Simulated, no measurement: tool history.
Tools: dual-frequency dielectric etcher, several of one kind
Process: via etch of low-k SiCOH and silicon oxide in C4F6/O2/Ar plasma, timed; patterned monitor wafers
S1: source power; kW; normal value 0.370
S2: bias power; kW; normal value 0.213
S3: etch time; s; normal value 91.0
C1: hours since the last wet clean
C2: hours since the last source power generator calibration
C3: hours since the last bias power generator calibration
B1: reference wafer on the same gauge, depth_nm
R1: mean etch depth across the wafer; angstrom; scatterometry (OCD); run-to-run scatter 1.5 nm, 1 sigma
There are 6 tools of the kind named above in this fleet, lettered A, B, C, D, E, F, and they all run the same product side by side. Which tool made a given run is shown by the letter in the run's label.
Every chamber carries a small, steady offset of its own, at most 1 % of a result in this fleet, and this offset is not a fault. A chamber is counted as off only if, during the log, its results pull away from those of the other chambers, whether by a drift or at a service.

Run 1F, hour 12.7: usual settings; C1 301.9; C2 1378.7; C3 1698.8; B1 274.75. Result: R1 2646.2 angstrom.
Run 2C, hour 24.6: usual settings; C1 333.9; C2 1391.5; C3 1466.6; B1 274.91. Result: R1 2585.3 angstrom.
Run 3B, hour 34.6: usual settings; C1 59.0; C2 1864.2; C3 1552.1; B1 274.79. Result: R1 2618.7 angstrom.
Run 4E, hour 50.0: usual settings; C1 368.6; C2 729.9; C3 1425.1; B1 275.11. Result: R1 2631.5 angstrom.
Run 5D, hour 64.0: usual settings; C1 326.0; C2 2956.1; C3 2168.4; B1 275.06. Result: R1 2601.3 angstrom.
Run 6A, hour 71.0: usual settings; C1 290.6; C2 1269.8; C3 4210.6; B1 274.66. Result: R1 2606.2 angstrom.
Run 7B, hour 86.8: usual settings; C1 111.2; C2 1916.4; C3 1604.3; B1 275.22. Result: R1 2609.3 angstrom.
Run 8D, hour 94.0: usual settings; C1 356.0; C2 2986.1; C3 2198.4; B1 274.98. Result: R1 2610.8 angstrom.
At hour 97.1: chamber F: wet clean of the chamber.
Run 9E, hour 102.5: usual settings; C1 421.1; C2 782.4; C3 1477.6; B1 274.70. Result: R1 2590.6 angstrom.
Run 10F, hour 118.1: usual settings; C1 21.1; C2 1484.1; C3 1804.2; B1 274.76. Result: R1 2637.2 angstrom.
Run 11A, hour 127.3: usual settings; C1 346.9; C2 1326.1; C3 4266.9; B1 274.75. Result: R1 2601.8 angstrom.
Run 12C, hour 134.8: usual settings; C1 444.1; C2 1501.7; C3 1576.8; B1 275.49. Result: R1 2613.8 angstrom.
Run 13C, hour 142.7: usual settings; C1 452.0; C2 1509.6; C3 1584.7; B1 274.89. Result: R1 2631.2 angstrom.
Run 14D, hour 158.0: usual settings; C1 420.0; C2 3050.1; C3 2262.4; B1 275.49. Result: R1 2594.4 angstrom.
Run 15A, hour 169.2: usual settings; C1 388.8; C2 1368.0; C3 4308.8; B1 275.04. Result: R1 2621.8 angstrom.
Run 16B, hour 183.2: usual settings; C1 207.6; C2 2012.8; C3 1700.7; B1 275.70. Result: R1 2591.1 angstrom.
Run 17F, hour 198.8: usual settings; C1 101.8; C2 1564.8; C3 1884.9; B1 274.77. Result: R1 2619.5 angstrom.
Run 18E, hour 207.3: usual settings; C1 525.9; C2 887.2; C3 1582.4; B1 275.03. Result: R1 2617.3 angstrom.
Run 19C, hour 218.3: usual settings; C1 527.6; C2 1585.2; C3 1660.3; B1 275.20. Result: R1 2634.0 angstrom.
Run 20E, hour 225.3: usual settings but S1 0.450 kW, S3 113.0 s; C1 543.9; C2 905.2; C3 1600.4; B1 274.96. Result: R1 3534.7 angstrom.
At hour 232.0: chamber E: wet clean of the chamber.
At hour 236.0: chamber D: wet clean of the chamber.
Run 21F, hour 236.3: usual settings but S1 0.450 kW, S3 113.0 s; C1 139.3; C2 1602.3; C3 1922.4; B1 274.93. Result: R1 3520.8 angstrom.
Run 22B, hour 244.7: usual settings but S1 0.450 kW, S3 113.0 s; C1 269.1; C2 2074.3; C3 1762.2; B1 274.84. Result: R1 3493.8 angstrom.
Run 23A, hour 257.4: usual settings but S1 0.450 kW, S3 113.0 s; C1 477.0; C2 1456.2; C3 4397.0; B1 274.86. Result: R1 3495.5 angstrom.
Run 24D, hour 272.3: usual settings but S1 0.450 kW, S3 113.0 s; C1 36.3; C2 3164.4; C3 2376.7; B1 274.76. Result: R1 3524.8 angstrom.
Run 25A, hour 286.3: usual settings but S1 0.450 kW, S3 113.0 s; C1 505.9; C2 1485.1; C3 4425.9; B1 274.99. Result: R1 3472.4 angstrom.
Run 26B, hour 295.3: usual settings; C1 319.7; C2 2124.9; C3 1812.8; B1 274.78. Result: R1 2617.4 angstrom.
Run 27E, hour 303.8: usual settings but S1 0.330 kW, S3 66.0 s; C1 71.8; C2 983.7; C3 1678.9; B1 275.17. Result: R1 1824.1 angstrom.
At hour 306.2: chamber E: bias power generator calibrated.
Run 28C, hour 315.6: usual settings but S1 0.330 kW, S3 66.0 s; C1 624.9; C2 1682.5; C3 1757.6; B1 274.85. Result: R1 1848.1 angstrom.
Run 29D, hour 330.9: usual settings but S1 0.330 kW, S3 66.0 s; C1 94.9; C2 3223.0; C3 2435.3; B1 274.73. Result: R1 1797.3 angstrom.
Run 30F, hour 345.7: usual settings but S1 0.330 kW, S3 66.0 s; C1 248.7; C2 1711.7; C3 2031.8; B1 274.65. Result: R1 1838.7 angstrom.
Run 31D, hour 356.3: usual settings but S1 0.330 kW, S3 66.0 s; C1 120.3; C2 3248.4; C3 2460.7; B1 275.03. Result: R1 1815.4 angstrom.
At hour 367.8: chamber A: bias power generator calibrated.
Run 32A, hour 370.2: usual settings but S1 0.330 kW, S3 66.0 s; C1 589.8; C2 1569.0; C3 2.5; B1 274.96. Result: R1 1831.9 angstrom.
At hour 375.8: chamber A: wet clean of the chamber.
Run 33E, hour 377.8: usual settings; C1 145.8; C2 1057.7; C3 71.6; B1 274.97. Result: R1 2622.1 angstrom.
Run 34F, hour 384.6: usual settings; C1 287.6; C2 1750.6; C3 2070.7; B1 275.32. Result: R1 2624.4 angstrom.
Run 35C, hour 394.7: usual settings but S1 0.330 kW; C1 704.0; C2 1761.6; C3 1836.7; B1 275.48. Result: R1 2529.0 angstrom.
Run 36B, hour 402.4: usual settings but S1 0.330 kW; C1 426.8; C2 2232.0; C3 1919.9; B1 274.59. Result: R1 2510.3 angstrom.
Run 37A, hour 415.3: usual settings but S1 0.330 kW; C1 39.6; C2 1614.1; C3 47.6; B1 274.88. Result: R1 2510.0 angstrom.
Run 38F, hour 429.8: usual settings but S1 0.330 kW; C1 332.8; C2 1795.8; C3 2115.9; B1 275.28. Result: R1 2563.7 angstrom.
Run 39B, hour 444.5: usual settings but S1 0.330 kW; C1 468.9; C2 2274.1; C3 1962.0; B1 274.92. Result: R1 2485.0 angstrom.
Run 40D, hour 458.7: usual settings but S1 0.330 kW; C1 222.7; C2 3350.8; C3 2563.1; B1 275.59. Result: R1 2490.3 angstrom.
Run 41E, hour 470.1: usual settings but S1 0.320 kW, S2 0.196 kW; C1 238.1; C2 1150.0; C3 163.9; B1 275.58. Result: R1 2399.0 angstrom.

Predict what each chamber gives when all 6 of them run the settings below next.
Run 42A, hour 481.4: usual settings but S3 72.5 s. Result: R1 ?.
Run 42B, hour 481.4: usual settings but S3 72.5 s. Result: R1 ?.
Run 42C, hour 481.4: usual settings but S3 72.5 s. Result: R1 ?.
Run 42D, hour 481.4: usual settings but S3 72.5 s. Result: R1 ?.
Run 42E, hour 481.4: usual settings but S3 72.5 s. Result: R1 ?.
Run 42F, hour 481.4: usual settings but S3 72.5 s. Result: R1 ?.

run      R1
42A  2080.1
42B  2061.7
42C  2155.0
42D  2097.2
42E  2090.8
42F  2114.1
